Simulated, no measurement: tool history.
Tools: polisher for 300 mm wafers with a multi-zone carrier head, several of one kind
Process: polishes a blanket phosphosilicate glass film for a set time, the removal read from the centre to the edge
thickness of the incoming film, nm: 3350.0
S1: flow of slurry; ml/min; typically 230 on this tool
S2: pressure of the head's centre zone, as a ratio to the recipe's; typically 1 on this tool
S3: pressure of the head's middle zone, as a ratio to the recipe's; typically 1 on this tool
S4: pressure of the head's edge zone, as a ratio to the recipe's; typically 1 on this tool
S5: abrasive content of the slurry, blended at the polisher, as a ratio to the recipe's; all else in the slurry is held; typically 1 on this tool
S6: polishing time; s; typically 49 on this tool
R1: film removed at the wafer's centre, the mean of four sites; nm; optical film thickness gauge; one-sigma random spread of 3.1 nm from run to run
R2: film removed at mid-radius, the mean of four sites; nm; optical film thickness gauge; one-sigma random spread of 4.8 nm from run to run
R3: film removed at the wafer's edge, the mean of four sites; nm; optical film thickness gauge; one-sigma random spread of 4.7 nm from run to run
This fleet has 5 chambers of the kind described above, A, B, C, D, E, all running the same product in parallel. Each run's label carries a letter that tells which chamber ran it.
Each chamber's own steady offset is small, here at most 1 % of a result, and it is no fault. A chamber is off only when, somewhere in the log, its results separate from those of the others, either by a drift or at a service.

run,hour,S1,S2,S3,S4,S5,S6,R1,R2,R3
1A,3.3,230,1,1,1,1,49,451.68,449.57,452.27
# hour 9.3: chamber A: worn pad replaced by a new one
2B,9.7,230,1,1,1,1,49,451.8,450.28,452.41
# hour 10.1: chamber E: slurry nozzle cleaned
3E,14.3,230,1,1,1,1,49,456.55,447.51,454.52
4D,20.7,230,1,1,1,1,49,456.67,442.32,446.85
5C,27.8,230,1,1,1,1,63,587.95,581.3,581.99
6C,31.6,230,1,1,1,1,63,583.42,589.55,582.69
7E,37.2,230,1,1,1,1,63,581.7,590.09,568.55
# hour 40.3: chamber B: worn pad replaced by a new one
8A,41.5,230,1,1,1,1,63,576.04,571.75,573.69
# hour 43.1: chamber D: worn pad replaced by a new one
# hour 45.8: chamber C: worn pad replaced by a new one
9B,47.2,230,1,1,1,1,63,579.32,576.18,575.54
10D,52.5,230,1,1,1,0.7,38,295.14,292.33,294.59
11A,56,230,1,1,1,0.7,38,291.26,290.04,291.9
12E,61.8,230,1,1,1,0.7,38,293.01,297.94,290.55
# hour 66.6: chamber E: worn pad replaced by a new one
13C,68.7,230,1,1,1,0.7,38,293.7,295.95,291.85
14D,74.3,230,1,1,1,0.7,38,291.69,293.76,283.72
15B,77.5,230,1,1,1,1.25,49,488.36,496.59,490.63
16C,83.5,230,1,1,1,1.25,49,501.2,498.16,500.87
# hour 87.8: chamber A: worn pad replaced by a new one
17E,88.4,230,1,1,1,1.25,49,489.36,495.42,491.45
18B,92.5,230,1,1,1,1.25,49,494.65,498.81,496.36
19D,96.8,230,1,1,1,1.25,49,493.77,496.31,489.41
# hour 97.8: chamber A: edge zone pressure recalibrated
20A,100.9,230,1,1,1,1,49,445.07,443.62,438.23
21B,107.5,230,1,1,1,1,49,446.02,448.77,447.41
22E,114.3,230,1,1,1,1,49,450.72,448.75,449.54
23A,118.7,230,1,1,1,1,49,455.06,440.88,450.49
24D,123.3,230,1,1,1,1,49,451.8,445.12,445.52
# hour 124.3: chamber D: worn pad replaced by a new one
25C,129.9,230,1,1,1,1,49,458.94,444.18,443.75
26C,136.8,230,1,1,1,1,49,451.98,458.13,456.49
27E,142.9,230,1,1,0.96,0.75,49,391.22,394.6,380.31
28A,148,230,1,1,0.96,0.75,49,391.87,393.17,381
29D,152.1,230,1,1,0.96,0.75,49,392.64,390.49,378.85
30B,158.8,230,1,1,0.96,0.75,49,385.02,384.46,380.19
31B,164.8,230,1,1,0.96,0.75,49,391.35,394.87,388.07

Decide between three cases: one chamber stands off from its peers, the gauge reading all wafers drifts, or nothing is wrong past each chamber's small offset. Where a chamber is off, say which and what most likely put it there.

No chamber stands off beyond its own small offset, and the gauge holds steady.
